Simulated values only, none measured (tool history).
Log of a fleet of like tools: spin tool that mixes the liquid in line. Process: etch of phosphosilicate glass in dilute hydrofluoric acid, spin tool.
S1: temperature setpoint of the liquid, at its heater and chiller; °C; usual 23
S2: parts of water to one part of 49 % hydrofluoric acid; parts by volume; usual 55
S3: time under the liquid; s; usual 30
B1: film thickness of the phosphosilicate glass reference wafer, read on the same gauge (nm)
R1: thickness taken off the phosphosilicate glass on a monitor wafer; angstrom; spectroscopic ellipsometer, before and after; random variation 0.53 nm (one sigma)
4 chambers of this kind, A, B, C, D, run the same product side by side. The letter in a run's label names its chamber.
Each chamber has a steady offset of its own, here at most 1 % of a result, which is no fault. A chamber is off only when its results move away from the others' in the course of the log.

Run 1D, day 0.542: usual settings; B1 30.002. Result: R1 542.97 angstrom.
At day 0.933: chamber D: hydrofluoric acid flow meter replaced.
Run 2C, day 1.062: usual settings; B1 30.016. Result: R1 540.34 angstrom.
Run 3B, day 1.425: usual settings; B1 30.01. Result: R1 542.84 angstrom.
Run 4A, day 1.912: usual settings; B1 30. Result: R1 552.25 angstrom.
Run 5B, day 2.246: usual settings; B1 30.003. Result: R1 541.21 angstrom.
Run 6C, day 2.792: usual settings; B1 29.996. Result: R1 545.68 angstrom.
Run 7A, day 3.383: usual settings; B1 29.98. Result: R1 546.43 angstrom.
Run 8D, day 3.775: usual settings; B1 29.99. Result: R1 543.99 angstrom.
Run 9C, day 4.175: usual settings; B1 30.014. Result: R1 543.75 angstrom.
Run 10A, day 4.642: usual settings but S3 15 s; B1 29.993. Result: R1 271.76 angstrom.
Run 11B, day 5.1: usual settings but S3 15 s; B1 29.982. Result: R1 268.44 angstrom.
Run 12D, day 5.483: usual settings but S3 15 s; B1 29.993. Result: R1 275.89 angstrom.
Run 13A, day 5.917: usual settings but S3 15 s; B1 30.01. Result: R1 273.73 angstrom.
Run 14B, day 6.358: usual settings; B1 29.992. Result: R1 536.35 angstrom.
At day 6.712: chamber D: thermometer replaced.
At day 6.75: chamber C: hydrofluoric acid flow meter replaced.
Run 15D, day 6.942: usual settings; B1 30.005. Result: R1 548.99 angstrom.
Run 16C, day 7.254: usual settings; B1 29.997. Result: R1 547.51 angstrom.
Run 17A, day 7.612: usual settings; B1 30.004. Result: R1 541.36 angstrom.
Run 18C, day 8.271: usual settings; B1 30.005. Result: R1 550.34 angstrom.
Run 19D, day 8.812: usual settings; B1 29.996. Result: R1 555.28 angstrom.
Run 20B, day 9.233: usual settings; B1 29.992. Result: R1 543.05 angstrom.
Run 21B, day 9.829: usual settings; B1 29.983. Result: R1 547.07 angstrom.
Run 22C, day 10.371: usual settings; B1 29.984. Result: R1 549.12 angstrom.
Run 23A, day 10.821: usual settings; B1 29.999. Result: R1 552.24 angstrom.
Run 24D, day 11.175: usual settings; B1 29.998. Result: R1 560.83 angstrom.
Run 25C, day 11.842: usual settings; B1 29.996. Result: R1 547.88 angstrom.
Run 26D, day 12.321: usual settings; B1 29.999. Result: R1 546.62 angstrom.
Run 27A, day 12.975: usual settings but S1 26 °C, S3 45 s; B1 30.002. Result: R1 930.95 angstrom.
Run 28B, day 13.358: usual settings but S1 26 °C, S3 45 s; B1 29.999. Result: R1 918.38 angstrom.
Run 29D, day 13.879: usual settings but S1 26 °C, S3 45 s; B1 29.97. Result: R1 929.38 angstrom.
Run 30B, day 14.217: usual settings but S1 26 °C, S3 45 s; B1 30.021. Result: R1 932.85 angstrom.
Run 31A, day 14.671: usual settings; B1 30.007. Result: R1 548.91 angstrom.
Run 32C, day 15.05: usual settings but S1 26 °C; B1 29.995. Result: R1 622.03 angstrom.
Run 33B, day 15.65: usual settings but S1 26 °C; B1 29.999. Result: R1 614.37 angstrom.
Run 34D, day 16.104: usual settings but S1 26 °C; B1 29.995. Result: R1 622.19 angstrom.
Run 35C, day 16.65: usual settings but S1 26 °C; B1 29.998. Result: R1 611.45 angstrom.
Run 36A, day 17.217: usual settings but S2 70 parts by volume, S3 40 s; B1 30.022. Result: R1 563.4 angstrom.
Run 37A, day 17.871: usual settings but S2 70 parts by volume, S3 40 s; B1 30.011. Result: R1 566.96 angstrom.
Run 38D, day 18.35: usual settings but S2 70 parts by volume, S3 40 s; B1 30.025. Result: R1 563.5 angstrom.
Run 39C, day 18.842: usual settings but S2 70 parts by volume, S3 40 s; B1 30.002. Result: R1 574.56 angstrom.
Run 40B, day 19.471: usual settings but S1 20 °C; B1 30.008. Result: R1 479.07 angstrom.
Run 41A, day 20.138: usual settings but S1 20 °C; B1 30.007. Result: R1 484.8 angstrom.

What goes on in this fleet: one chamber off, a drifting gauge, or nothing beyond the chambers' own small offsets? Name the chamber and the cause, if any.

No chamber stands off beyond its own small offset, and the gauge holds steady.
